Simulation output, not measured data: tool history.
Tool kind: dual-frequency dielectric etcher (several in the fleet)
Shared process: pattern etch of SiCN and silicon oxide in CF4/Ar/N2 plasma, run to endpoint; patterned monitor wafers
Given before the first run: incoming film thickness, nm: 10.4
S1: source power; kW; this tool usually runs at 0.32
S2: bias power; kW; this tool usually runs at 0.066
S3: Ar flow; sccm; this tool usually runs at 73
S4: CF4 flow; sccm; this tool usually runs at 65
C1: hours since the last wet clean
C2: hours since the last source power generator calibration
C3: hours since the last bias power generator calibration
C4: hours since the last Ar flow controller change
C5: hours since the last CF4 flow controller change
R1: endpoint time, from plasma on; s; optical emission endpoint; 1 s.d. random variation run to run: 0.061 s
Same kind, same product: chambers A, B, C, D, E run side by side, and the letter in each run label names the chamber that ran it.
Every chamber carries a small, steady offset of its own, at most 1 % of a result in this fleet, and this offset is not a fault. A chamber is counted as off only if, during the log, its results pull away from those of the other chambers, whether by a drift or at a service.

Run 1C, hour 13.1: usual settings; C1 214.7; C2 411.9; C3 31.3; C4 3515.2; C5 2472.4. Result: R1 16.386 s.
Run 2A, hour 27.8: usual settings; C1 361.9; C2 1987.4; C3 3529.8; C4 5887.2; C5 2661. Result: R1 16.244 s.
Run 3E, hour 35.5: usual settings; C1 303.8; C2 2035; C3 3541.2; C4 3026; C5 2938.4. Result: R1 16.213 s.
Run 4D, hour 45.8: usual settings; C1 99.8; C2 966.8; C3 855.9; C4 903.3; C5 179.8. Result: R1 16.391 s.
Run 5B, hour 59.3: usual settings; C1 146.7; C2 979.4; C3 2678.1; C4 3424; C5 3959.3. Result: R1 16.227 s.
Run 6C, hour 74.4: usual settings but S1 0.35 kW, S2 0.051 kW; C1 276; C2 473.2; C3 92.6; C4 3576.5; C5 2533.7. Result: R1 16.35 s.
Run 7B, hour 86.4: usual settings but S1 0.35 kW, S2 0.051 kW; C1 173.8; C2 1006.5; C3 2705.2; C4 3451.1; C5 3986.4. Result: R1 16.258 s.
At hour 93.7: chamber B: bias power generator calibrated.
Run 8D, hour 99.7: usual settings but S1 0.35 kW, S2 0.051 kW; C1 153.7; C2 1020.7; C3 909.8; C4 957.2; C5 233.7. Result: R1 16.308 s.
Run 9A, hour 112.9: usual settings but S1 0.35 kW, S2 0.051 kW; C1 447; C2 2072.5; C3 3614.9; C4 5972.3; C5 2746.1. Result: R1 16.33 s.
Run 10E, hour 126.5: usual settings but S1 0.35 kW, S2 0.051 kW; C1 394.8; C2 2126; C3 3632.2; C4 3117; C5 3029.4. Result: R1 16.166 s.
Run 11C, hour 133.5: usual settings; C1 335.1; C2 532.3; C3 151.7; C4 3635.6; C5 2592.8. Result: R1 16.32 s.
At hour 140.3: chamber A: wet clean of the chamber.
Run 12A, hour 145.2: usual settings but S3 65 sccm; C1 5; C2 2104.8; C3 3647.2; C4 6004.6; C5 2778.4. Result: R1 15.964 s.
At hour 156: chamber E: Ar flow controller replaced.
Run 13D, hour 158.2: usual settings but S3 65 sccm; C1 212.2; C2 1079.2; C3 968.3; C4 1015.7; C5 292.2. Result: R1 16.088 s.
Run 14B, hour 167.4: usual settings but S3 65 sccm; C1 254.8; C2 1087.5; C3 73.7; C4 3532.1; C5 4067.4. Result: R1 15.931 s.
Run 15E, hour 180.3: usual settings but S3 65 sccm; C1 448.6; C2 2179.8; C3 3686; C4 24.3; C5 3083.2. Result: R1 15.944 s.
Run 16C, hour 188.4: usual settings but S3 65 sccm; C1 390; C2 587.2; C3 206.6; C4 3690.5; C5 2647.7. Result: R1 16.023 s.
Run 17D, hour 203.7: usual settings; C1 257.7; C2 1124.7; C3 1013.8; C4 1061.2; C5 337.7. Result: R1 16.196 s.
Run 18B, hour 219: usual settings; C1 306.4; C2 1139.1; C3 125.3; C4 3583.7; C5 4119. Result: R1 16.232 s.
Run 19A, hour 226.6: usual settings; C1 86.4; C2 2186.2; C3 3728.6; C4 6086; C5 2859.8. Result: R1 16.267 s.
At hour 238.7: chamber E: source power generator calibrated.
Run 20E, hour 239: usual settings; C1 507.3; C2 0.4; C3 3744.7; C4 83; C5 3141.9. Result: R1 15.796 s.
Run 21B, hour 247.4: usual settings; C1 334.8; C2 1167.5; C3 153.7; C4 3612.1; C5 4147.4. Result: R1 16.243 s.
Run 22A, hour 262.7: usual settings; C1 122.5; C2 2222.3; C3 3764.7; C4 6122.1; C5 2895.9. Result: R1 16.248 s.
Run 23D, hour 270.7: usual settings; C1 324.7; C2 1191.7; C3 1080.8; C4 1128.2; C5 404.7. Result: R1 16.21 s.
Run 24E, hour 286.6: usual settings but S2 0.074 kW; C1 554.9; C2 48; C3 3792.3; C4 130.6; C5 3189.5. Result: R1 15.144 s.
At hour 289.2: chamber E: wet clean of the chamber.
Run 25C, hour 294.2: usual settings but S2 0.074 kW; C1 495.8; C2 693; C3 312.4; C4 3796.3; C5 2753.5. Result: R1 15.728 s.
At hour 304.7: chamber A: Ar flow controller replaced.
Run 26E, hour 307.3: usual settings but S2 0.074 kW; C1 18.1; C2 68.7; C3 3813; C4 151.3; C5 3210.2. Result: R1 15.223 s.
At hour 307.7: chamber C: wet clean of the chamber.
Run 27C, hour 323.2: usual settings but S2 0.074 kW; C1 15.5; C2 722; C3 341.4; C4 3825.3; C5 2782.5. Result: R1 15.633 s.
Run 28A, hour 337.7: usual settings but S2 0.074 kW; C1 197.5; C2 2297.3; C3 3839.7; C4 33; C5 2970.9. Result: R1 15.733 s.
Run 29B, hour 351.3: usual settings; C1 438.7; C2 1271.4; C3 257.6; C4 3716; C5 4251.3. Result: R1 16.191 s.
At hour 359.2: chamber E: CF4 flow controller replaced.
Run 30D, hour 363.8: usual settings; C1 417.8; C2 1284.8; C3 1173.9; C4 1221.3; C5 497.8. Result: R1 16.285 s.
Run 31A, hour 374.1: usual settings; C1 233.9; C2 2333.7; C3 3876.1; C4 69.4; C5 3007.3. Result: R1 16.332 s.
At hour 382.2: chamber B: wet clean of the chamber.
Run 32B, hour 385.5: usual settings; C1 3.3; C2 1305.6; C3 291.8; C4 3750.2; C5 4285.5. Result: R1 16.183 s.
Run 33D, hour 399.8: usual settings but S1 0.26 kW; C1 453.8; C2 1320.8; C3 1209.9; C4 1257.3; C5 533.8. Result: R1 19.586 s.
Run 34C, hour 410.3: usual settings but S1 0.26 kW; C1 102.6; C2 809.1; C3 428.5; C4 3912.4; C5 2869.6. Result: R1 19.545 s.
Run 35E, hour 420.2: usual settings but S1 0.26 kW; C1 131; C2 181.6; C3 3925.9; C4 264.2; C5 61.1. Result: R1 18.944 s.
Run 36D, hour 427.4: usual settings but S1 0.26 kW; C1 481.4; C2 1348.4; C3 1237.5; C4 1284.9; C5 561.4. Result: R1 19.621 s.

Each of the 5 chambers runs these same settings next. Fill in every chamber's results:
Run 37A, hour 439.1: usual settings but S3 86 sccm. Result: R1 ?.
Run 37B, hour 439.1: usual settings but S3 86 sccm. Result: R1 ?.
Run 37C, hour 439.1: usual settings but S3 86 sccm. Result: R1 ?.
Run 37D, hour 439.1: usual settings but S3 86 sccm. Result: R1 ?.
Run 37E, hour 439.1: usual settings but S3 86 sccm. Result: R1 ?.

run      R1
37A  16.689
37B  16.548
37C  16.551
37D   16.72
37E  16.151

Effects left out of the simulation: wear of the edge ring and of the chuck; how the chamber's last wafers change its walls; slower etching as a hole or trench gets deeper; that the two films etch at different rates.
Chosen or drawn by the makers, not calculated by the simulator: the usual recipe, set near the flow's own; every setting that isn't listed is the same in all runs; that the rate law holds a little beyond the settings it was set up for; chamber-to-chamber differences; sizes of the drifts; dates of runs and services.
